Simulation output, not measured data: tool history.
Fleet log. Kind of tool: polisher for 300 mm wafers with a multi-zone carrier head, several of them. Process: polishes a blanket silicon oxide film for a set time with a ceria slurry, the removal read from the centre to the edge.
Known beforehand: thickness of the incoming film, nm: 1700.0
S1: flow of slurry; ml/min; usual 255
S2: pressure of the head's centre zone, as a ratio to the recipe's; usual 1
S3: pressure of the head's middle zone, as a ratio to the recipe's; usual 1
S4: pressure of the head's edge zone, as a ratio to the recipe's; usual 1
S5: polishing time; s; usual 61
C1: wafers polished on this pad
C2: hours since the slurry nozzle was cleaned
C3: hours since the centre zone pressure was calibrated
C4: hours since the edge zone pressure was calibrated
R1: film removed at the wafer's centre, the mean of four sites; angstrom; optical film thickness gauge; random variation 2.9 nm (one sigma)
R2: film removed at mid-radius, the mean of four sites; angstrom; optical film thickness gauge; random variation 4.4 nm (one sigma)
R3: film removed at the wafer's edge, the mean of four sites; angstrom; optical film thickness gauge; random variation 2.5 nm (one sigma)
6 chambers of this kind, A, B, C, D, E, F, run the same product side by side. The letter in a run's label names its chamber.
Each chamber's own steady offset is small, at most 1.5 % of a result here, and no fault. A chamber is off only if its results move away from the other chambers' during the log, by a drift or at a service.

run,hour,S1,S2,S3,S4,S5,C1,C2,C3,C4,R1,R2,R3
# hour 9.1: chamber F: worn pad replaced by a new one
1E,10.1,255,1,1,1,61,795,236.6,617.7,201.6,3225.9,3208.1,3191.6
2A,19.1,255,1,1,1,61,1133,111.4,265.1,565.6,3172.2,3198.7,3164.5
# hour 19.3: chamber A: worn pad replaced by a new one
# hour 29: chamber D: worn pad replaced by a new one
3F,33.7,255,1,1,1,61,327,598,706.5,1440.5,3199.3,3192.9,3154.3
# hour 43.4: chamber E: worn pad replaced by a new one
# hour 46.3: chamber F: edge zone pressure recalibrated
4C,47.7,255,1,1,1,61,667,577.6,748,100.4,3201.8,3165.6,3199.9
5D,57.9,255,1,1,1,61,384,699.3,580.1,622.4,3171.9,3247.7,3194.7
# hour 71.8: chamber D: centre zone pressure recalibrated
6B,73.5,255,1,1,1,61,1125,197.8,352.3,127.1,3251.5,3277.6,3216.5
# hour 85.2: chamber B: worn pad replaced by a new one
7A,88.7,255,1,1,1,77,923,181,334.7,635.2,4011.3,3986.8,4076.1
8E,97.2,255,1,1,1,77,717,323.7,704.8,288.7,3992.6,3974.4,4072.1
# hour 98.3: chamber F: slurry nozzle cleaned
# hour 101: chamber A: worn pad replaced by a new one
# hour 103.7: chamber C: worn pad replaced by a new one
9D,106.5,255,1,1,1,77,1031,747.9,34.8,671,3930.8,4060.9,3994
# hour 108.1: chamber F: worn pad replaced by a new one
10F,114,255,1,1,1,77,78,15.8,786.8,67.8,3976.8,4145.2,4003.4
# hour 122.5: chamber E: worn pad replaced by a new one
# hour 123.4: chamber D: edge zone pressure recalibrated
11B,129,255,1,1,1,77,582,253.3,407.8,182.6,4076.9,4126.3,4036.5
# hour 130.7: chamber D: worn pad replaced by a new one
12C,140.7,255,1,1,1,77,492,670.6,841,193.4,4059.7,3989.8,4061.2
# hour 142.2: chamber A: edge zone pressure recalibrated
13E,156.7,255,1,0.92,1,61,455,383.2,764.3,348.2,3146.4,2978.1,3204.7
14B,170.2,255,1,0.92,1,61,1130,294.5,449,223.8,3189.4,3000.5,3173
# hour 173.6: chamber C: slurry nozzle cleaned
15A,181.7,255,1,0.92,1,61,1074,274,427.7,39.5,3089.9,2894.7,3151.5
# hour 184.5: chamber B: worn pad replaced by a new one
# hour 186.9: chamber D: slurry nozzle cleaned
16C,196,255,1,0.92,1,61,1228,22.5,896.3,248.7,3157.3,2959,3185.7
# hour 196.5: chamber F: worn pad replaced by a new one
# hour 198.4: chamber A: worn pad replaced by a new one
# hour 205.3: chamber C: worn pad replaced by a new one
17F,208.5,255,1,0.92,1,61,160,110.3,881.3,162.3,3129.9,2943.5,3119.4
# hour 218.1: chamber D: worn pad replaced by a new one
# hour 220.9: chamber E: worn pad replaced by a new one
18D,221,255,1,0.92,1,61,38,34.1,149.3,97.6,3181.4,3020.7,3211.8
19B,236.7,255,1,1,1,61,695,361,515.5,290.3,3209.4,3229.9,3168.8
20D,249.5,320,1,0.94,1,61,417,62.6,177.8,126.1,3196.3,3142.8,3258.7
21C,262,320,1,0.94,1,61,755,88.5,962.3,314.7,3251.8,3101.4,3229.4
22A,271.2,320,1,0.94,1,61,969,363.5,517.2,129,3117.2,3087.2,3244.1
# hour 277.1: chamber B: worn pad replaced by a new one
# hour 277.2: chamber F: worn pad replaced by a new one
# hour 285.2: chamber A: worn pad replaced by a new one
23E,285.9,320,1,0.94,1,61,865,512.4,893.5,477.4,3371.1,3089.7,3261.2
# hour 294.3: chamber D: worn pad replaced by a new one
# hour 296.2: chamber C: worn pad replaced by a new one
24F,300.4,320,1,0.94,1,61,308,202.2,973.2,254.2,3270.7,3111.9,3211
# hour 307.5: chamber E: worn pad replaced by a new one
25E,316.8,320,1,0.94,1,61,123,543.3,924.4,508.3,3285.2,3082.1,3259.6
26B,325.2,255,1,1,1,61,640,449.5,604,378.8,3170.9,3220.4,3181.3
27C,332.6,255,1,1,1,61,485,159.1,1032.9,385.3,3198.5,3191.3,3162.1
28D,348,255,1,1,1,61,714,161.1,276.3,224.6,3117.1,3274.5,3190.4
29F,355.8,255,1,1,1,61,1045,257.6,1028.6,309.6,3147.3,3224.9,3076.8
30A,363.5,255,1,1,1,80,1042,455.8,609.5,221.3,3883.1,4141.4,4124.3
# hour 372.6: chamber B: worn pad replaced by a new one
# hour 373.1: chamber A: worn pad replaced by a new one
# hour 375.7: chamber F: worn pad replaced by a new one
# hour 377: chamber D: worn pad replaced by a new one
31C,377.9,255,1,1,1,80,1088,204.4,1078.2,430.6,4138.8,4234.7,4165.8
32E,391.1,255,1,1,1,80,1112,617.6,998.7,582.6,4270.7,4265.4,4216.5
# hour 400.9: chamber A: slurry nozzle cleaned
33F,406.3,255,1,1,1,80,407,308.1,1079.1,360.1,4163.1,4144.9,4196.4
34B,417.1,255,1,1,1,80,592,541.4,695.9,470.7,4164.6,4165.2,4249.7
35D,426.2,255,1,1,1,80,655,239.3,354.5,302.8,4166.9,4177.4,4205
36A,434.2,255,1,1,1,61,813,33.4,680.2,292,2954.8,3200.7,3159.7
37D,447.9,255,1,1,1,61,944,261,376.2,324.5,3139.2,3232.6,3170.8

Does one chamber stand apart from the rest, does the shared gauge drift, or is all well apart from small per-chamber offsets? Give the chamber and the most likely cause, where there is one.

Little by little, chamber A moves away from the other chambers.
What lies behind it: centre zone's pressure below its setpoint, % = 7.76.

Chamber A could run next with any of the 4 candidate recipes listed below; each alters the usual settings, and their results appear as question marks. Which one brings its results back in line with what the other chambers deliver on the usual settings?
In line means no further than this from the other chambers' mean on the usual settings: R1 100 angstrom; R2 160 angstrom; R3 89 angstrom
38A-1,459.6,255,0.98,1,1.01,61,,,,,?,?,?
38A-2,459.6,255,1.02,1,0.99,61,,,,,?,?,?
38A-3,459.6,260,1.07,0.99,0.98,62,,,,,?,?,?
38A-4,459.6,250,0.93,1.01,1.02,60,,,,,?,?,?

Average result of the remaining chambers running the usual settings: R1 3188 angstrom; R2 3200.9 angstrom; R3 3191 angstrom
run,R1,R2,R3
38A-1,2833.1,3191.2,3174.4
38A-2,2963,3190.6,3140.7
38A-3,3184.3,3219.6,3180.8
38A-4,2620.4,3161.1,3133
It is 38A-3 that realigns the chamber with its peers.

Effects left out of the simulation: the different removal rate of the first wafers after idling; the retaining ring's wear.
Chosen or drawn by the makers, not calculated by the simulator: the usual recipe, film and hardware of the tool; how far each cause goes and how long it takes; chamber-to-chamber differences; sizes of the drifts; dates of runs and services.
